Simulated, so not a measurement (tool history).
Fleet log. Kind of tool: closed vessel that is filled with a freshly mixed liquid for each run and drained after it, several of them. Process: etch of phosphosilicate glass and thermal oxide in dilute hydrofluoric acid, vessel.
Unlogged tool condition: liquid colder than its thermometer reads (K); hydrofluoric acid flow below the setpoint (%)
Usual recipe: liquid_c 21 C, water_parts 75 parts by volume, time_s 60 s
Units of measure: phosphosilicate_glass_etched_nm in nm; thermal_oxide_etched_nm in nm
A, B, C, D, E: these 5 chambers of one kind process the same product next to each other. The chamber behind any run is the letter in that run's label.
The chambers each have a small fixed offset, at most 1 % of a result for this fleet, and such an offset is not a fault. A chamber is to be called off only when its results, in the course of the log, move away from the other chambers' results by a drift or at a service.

run     day  liquid_c  water_parts  time_s  hours since the thermometer was replaced  hours since the hydrofluoric acid flow meter was replaced  read-back film thickness of the phosphosilicate glass reference wafer, read on the same gauge (nm)  read-back film thickness of the thermal oxide reference wafer, read on the same gauge (nm)  phosphosilicate_glass_etched_nm  thermal_oxide_etched_nm
 1C   0.475        21           75      60                                     434.6                                                     1463.3                                                                                              59.976                                                                                      120.01                           90.822                   3.3844
 2B   1.083        21           75      60                                    1070.1                                                      261.7                                                                                              60.010                                                                                      120.03                           91.390                   3.3633
 3D   1.642        21           75      60                                    1063.0                                                     1770.4                                                                                              59.982                                                                                      120.01                           91.079                   3.3881
 4A   2.058        21           75      60                                     780.8                                                      633.2                                                                                              60.027                                                                                      120.02                           91.620                   3.3957
 5E   2.654        21           75      60                                     751.4                                                      503.1                                                                                              60.017                                                                                      120.00                           91.787                   3.3845
 6C   3.025        21           75      60                                     495.8                                                     1524.5                                                                                              59.988                                                                                      120.02                           90.642                   3.3790
 7A   3.608        21           75      60                                     818.0                                                      670.4                                                                                              60.022                                                                                      120.02                           91.490                   3.4018
 8E   4.192        21           75      60                                     788.3                                                      540.0                                                                                              59.997                                                                                      120.05                           92.096                   3.3644
 9B   4.600        21           75      60                                    1154.5                                                      346.1                                                                                              60.009                                                                                      120.00                           91.109                   3.3794
10D   5.033        21           75      60                                    1144.4                                                     1851.8                                                                                              60.004                                                                                      120.01                           91.091                   3.3769
11A   5.417        21           75      60                                     861.4                                                      713.8                                                                                              60.001                                                                                      119.99                           91.725                   3.3898
12C   5.904        21           75      60                                     564.9                                                     1593.6                                                                                              59.968                                                                                      120.01                           90.999                   3.3736
13E   6.292        21           75      85                                     838.7                                                      590.4                                                                                              60.010                                                                                      119.99                          128.520                   4.7497
14B   6.792        21           75      85                                    1207.1                                                      398.7                                                                                              59.996                                                                                      120.06                          130.220                   4.7430
15D   7.088        21           75      85                                    1193.7                                                     1901.1                                                                                              59.995                                                                                      120.01                          129.490                   4.8029
16A   7.554        21           75      85                                     912.7                                                      765.1                                                                                              60.020                                                                                      119.96                          131.060                   4.8010
17E   8.188        21           75      85                                     884.2                                                      635.9                                                                                              60.010                                                                                      119.98                          129.130                   4.7865
18D   8.488        21           75      60                                    1227.3                                                     1934.7                                                                                              60.001                                                                                      120.02                           91.917                   3.3841
19B   8.788        21           75      60                                    1255.0                                                      446.6                                                                                              59.993                                                                                      120.03                           91.967                   3.3344
20C   9.221        21           75      60                                     644.5                                                     1673.2                                                                                              59.965                                                                                      119.99                           91.550                   3.3652
21B   9.833        21           75      60                                    1280.1                                                      471.7                                                                                              60.004                                                                                      119.98                           91.225                   3.3819
22A  10.425        21           75      60                                     981.6                                                      834.0                                                                                              60.043                                                                                      119.98                           92.261                   3.3821
23D  10.721        21           75      60                                    1280.9                                                     1988.3                                                                                              60.019                                                                                      120.03                           91.048                   3.4030
24C  11.083        21           75      60                                     689.2                                                     1717.9                                                                                              59.995                                                                                      119.99                           90.900                   3.3882
25E  11.692        21           75      60                                     968.3                                                      720.0                                                                                              60.031                                                                                      119.94                           91.454                   3.3799
26E  12.267        21           75      60                                     982.1                                                      733.8                                                                                              60.015                                                                                      119.98                           90.429                   3.3714
27A  12.792        21           75      60                                    1038.4                                                      890.8                                                                                              60.012                                                                                      120.01                           91.910                   3.3964
     13.192  -- chamber B: thermometer replaced
28D  13.200        21           75      60                                    1340.4                                                     2047.8                                                                                              59.997                                                                                      119.95                           91.239                   3.3515
29C  13.500        21           75      60                                     747.2                                                     1775.9                                                                                              60.014                                                                                      120.04                           91.865                   3.3766
     13.588  -- chamber E: thermometer replaced
30B  14.012        21           75      60                                      19.7                                                      572.0                                                                                              59.993                                                                                      119.98                           91.146                   3.3245
     14.092  -- chamber D: hydrofluoric acid flow meter replaced
31E  14.296        21           75      60                                      17.0                                                      782.5                                                                                              60.003                                                                                      119.99                           90.724                   3.3566
32A  14.638        21           75      60                                    1082.7                                                      935.1                                                                                              59.998                                                                                      119.96                           91.507                   3.3836
33D  15.125        21           75      60                                    1386.6                                                       24.8                                                                                              60.034                                                                                      120.02                           91.932                   3.3614
34C  15.721        21           75      60                                     800.5                                                     1829.2                                                                                              59.998                                                                                      120.04                           91.746                   3.3873

Next, every chamber runs the same settings. What will each give?
35A  16.183        21           75      60                                                                                                                                                                                                                                                                                                                                     ?                        ?
35B  16.183        21           75      60                                                                                                                                                                                                                                                                                                                                     ?                        ?
35C  16.183        21           75      60                                                                                                                                                                                                                                                                                                                                     ?                        ?
35D  16.183        21           75      60                                                                                                                                                                                                                                                                                                                                     ?                        ?
35E  16.183        21           75      60                                                                                                                                                                                                                                                                                                                                     ?                        ?

run  phosphosilicate_glass_etched_nm  thermal_oxide_etched_nm
35A                           91.551                   3.3967
35B                           90.659                   3.3203
35C                           90.970                   3.4041
35D                           91.161                   3.3843
35E                           91.982                   3.3828

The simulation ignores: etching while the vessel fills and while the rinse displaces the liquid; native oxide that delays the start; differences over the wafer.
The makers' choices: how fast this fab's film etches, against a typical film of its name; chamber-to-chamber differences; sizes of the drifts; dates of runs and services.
